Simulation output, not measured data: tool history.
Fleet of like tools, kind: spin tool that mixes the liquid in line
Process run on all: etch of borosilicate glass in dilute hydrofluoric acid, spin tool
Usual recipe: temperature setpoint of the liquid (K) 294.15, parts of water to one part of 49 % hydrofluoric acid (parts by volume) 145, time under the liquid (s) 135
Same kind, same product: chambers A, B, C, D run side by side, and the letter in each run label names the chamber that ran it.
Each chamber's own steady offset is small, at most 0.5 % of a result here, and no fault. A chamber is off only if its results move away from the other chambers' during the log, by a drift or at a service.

run,day,temperature setpoint of the liquid (K),parts of water to one part of 49 % hydrofluoric acid (parts by volume),time under the liquid (s),hours since the thermometer was replaced,hours since the hydrofluoric acid flow meter was replaced,"read-back film thickness of the borosilicate glass reference wafer, read on the same gauge (nm)",thickness taken off the borosilicate glass on a monitor wafer (angstrom)
1A,0.283,294.15,145,135,845.6,219.6,39.99,404.17
2C,0.812,294.15,145,135,160,128.5,39.988,408
3D,1.325,294.15,145,135,961.4,328.2,39.992,404.65
# day 1.4: chamber A: thermometer replaced
4B,1.892,294.15,145,135,201,397.7,39.986,405.15
5C,2.154,294.15,145,135,192.2,160.7,39.997,407.98
6A,2.521,294.15,145,135,26.9,273.3,40.025,410.32
7B,2.988,294.15,145,135,227.3,424,39.985,407.39
8D,3.342,294.15,145,135,1009.8,376.6,39.991,405.25
9A,3.812,294.15,145,135,57.9,304.3,40.021,405.92
10C,4.108,294.15,145,135,239.1,207.6,39.994,414.56
11B,4.575,294.15,145,135,265.4,462.1,39.989,398.53
12D,5.142,294.15,145,135,1053,419.8,39.997,404.91
13D,5.467,294.15,145,135,1060.8,427.6,39.994,412.18
14B,5.842,294.15,145,135,295.8,492.5,40.001,391.94
15A,6.329,294.15,145,135,118.3,364.7,39.999,402.17
16C,6.708,294.15,145,135,301.5,270,39.988,404.54
17C,7.179,298.65,115,135,312.8,281.3,39.999,630.68
18D,7.633,298.65,115,135,1112.8,479.6,40.038,625.56
19B,7.929,298.65,115,135,345.9,542.6,39.977,591.6
20A,8.433,298.65,115,135,168.8,415.2,39.993,625.31
21A,8.867,294.15,145,135,179.2,425.6,39.973,405.86
22D,9.342,294.15,185,135,1153.8,520.6,39.977,309.76
23C,9.788,294.15,185,135,375.4,343.9,40.022,304.9
24B,10.121,294.15,185,135,398.5,595.2,39.993,278.14
25C,10.383,294.15,185,135,389.7,358.2,40.009,305.96
26D,10.692,294.15,145,135,1186.2,553,40.011,408.18
27A,10.962,298.65,145,135,229.5,475.9,39.985,481.05
28B,11.412,298.65,145,135,429.5,626.2,40.011,439.51
29C,11.696,298.65,145,135,421.2,389.7,39.997,486.24

One chamber off, gauge drift, or nothing amiss beyond the chambers' own small offsets? If it is a chamber, which one, and what is the likeliest cause?

It is chamber B that slowly wanders off from its peers.
Cause: hydrofluoric acid flow below the setpoint (%) = 9.61.
With only this log, it may be confused with: liquid colder than its thermometer reads (K).

Here are 4 candidates for chamber B's next run, each the usual settings with a change, their results left as question marks. Which one brings its results back in line with what the others give on the usual settings?
In line means no further than this from the other chambers' mean on the usual settings: thickness taken off the borosilicate glass on a monitor wafer (angstrom) 13
30B-1,12.1,294.15,150,125,,,,?
30B-2,12.1,294.15,155,120,,,,?
30B-3,12.1,294.65,135,150,,,,?
30B-4,12.1,294.65,145,150,,,,?

Average result of the remaining chambers running the usual settings: thickness taken off the borosilicate glass on a monitor wafer (angstrom) 406.08
run,thickness taken off the borosilicate glass on a monitor wafer (angstrom)
30B-1,325.35
30B-2,300.47
30B-3,450.45
30B-4,414.29
30B-4 puts the chamber back in line with the other chambers.
